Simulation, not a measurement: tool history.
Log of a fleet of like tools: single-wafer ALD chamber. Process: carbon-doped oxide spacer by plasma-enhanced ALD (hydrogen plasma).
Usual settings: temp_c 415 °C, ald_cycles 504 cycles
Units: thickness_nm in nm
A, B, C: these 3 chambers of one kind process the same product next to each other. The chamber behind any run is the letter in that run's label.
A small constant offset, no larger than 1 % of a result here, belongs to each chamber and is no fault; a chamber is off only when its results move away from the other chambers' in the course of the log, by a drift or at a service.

run     day  temp_c  ald_cycles  hours since the last thermocouple change  read-back reference wafer on the same gauge, thickness_nm  thickness_nm
 1B   0.358     415         504                                     358.2                                                     26.211        23.876
 2C   0.742     415         504                                     140.0                                                     26.205        24.031
 3A   1.021     415         504                                    2995.7                                                     26.190        23.965
 4A   1.429     415         504                                    3005.5                                                     26.205        24.047
 5B   1.767     415         504                                     392.0                                                     26.200        23.841
 6C   2.133     415         504                                     173.4                                                     26.208        23.980
      2.262  -- chamber A: thermocouple changed; heater temperature recalibrated
 7B   2.550     415         504                                     410.8                                                     26.191        23.935
 8A   2.821     415         504                                      13.4                                                     26.189        24.066
 9C   3.217     415         504                                     199.4                                                     26.213        24.021
10B   3.633     415         504                                     436.8                                                     26.200        23.937
11A   4.100     423         504                                      44.1                                                     26.206        23.461
12C   4.546     423         504                                     231.3                                                     26.206        23.489
13A   4.833     423         504                                      61.7                                                     26.213        23.487
14C   5.054     415         504                                     243.5                                                     26.198        24.115
15B   5.350     415         504                                     478.0                                                     26.195        23.900
16C   5.817     415         504                                     261.8                                                     26.195        23.990
17A   6.038     415         504                                      90.6                                                     26.207        23.967
18B   6.492     415         504                                     505.4                                                     26.207        23.798
19B   6.896     422         412                                     515.1                                                     26.208        19.031
20C   7.308     422         412                                     297.6                                                     26.204        19.210
21A   7.558     422         412                                     127.1                                                     26.204        19.140
22C   7.879     415         504                                     311.3                                                     26.197        24.063
23B   8.267     415         504                                     548.0                                                     26.194        23.759
24A   8.721     415         504                                     155.0                                                     26.209        24.027
25B   9.171     420         564                                     569.7                                                     26.196        26.125
26C   9.575     420         564                                     352.0                                                     26.196        26.415
27A   9.917     420         564                                     183.7                                                     26.195        26.471
28A  10.383     423         554                                     194.9                                                     26.191        25.674
29C  10.771     423         554                                     380.7                                                     26.200        25.674
30B  11.104     423         554                                     616.1                                                     26.199        25.258
31B  11.404     415         439                                     623.3                                                     26.211        20.577
32A  11.746     415         439                                     227.6                                                     26.197        20.978
33C  12.075     415         439                                     412.0                                                     26.204        20.994
34C  12.417     415         504                                     420.2                                                     26.186        24.029
35B  12.712     415         504                                     654.7                                                     26.204        23.609
36A  13.138     415         504                                     261.0                                                     26.208        24.031
37A  13.496     415         462                                     269.6                                                     26.200        22.056
38B  13.896     415         462                                     683.1                                                     26.204        21.661

One chamber off, gauge drift, or nothing amiss beyond the chambers' own small offsets? If it is a chamber, which one, and what is the likeliest cause?

It is chamber B that slowly wanders off from its peers.
Most likely cause: wafer temperature above the value expected at the setpoint (K) = 4.51.

Chamber B could run next with any of the 4 candidate recipes listed below; each alters the usual settings, and their results appear as question marks. Which one brings its results back in line with what the other chambers deliver on the usual settings?
A result is in line if it is within this distance of the other chambers' mean on the usual settings: thickness_nm 0.190 nm
39B-1  14.242     415         506                                                                                                                  ?
39B-2  14.242     417         504                                                                                                                  ?
39B-3  14.242     409         504                                                                                                                  ?
39B-4  14.242     415         494                                                                                                                  ?

What the other chambers average on the usual settings: thickness_nm 24.021 nm
  run  thickness_nm
39B-1        23.656
39B-2        23.413
39B-3        24.012
39B-4        23.095
With 39B-3, the chamber falls back in line with the rest.
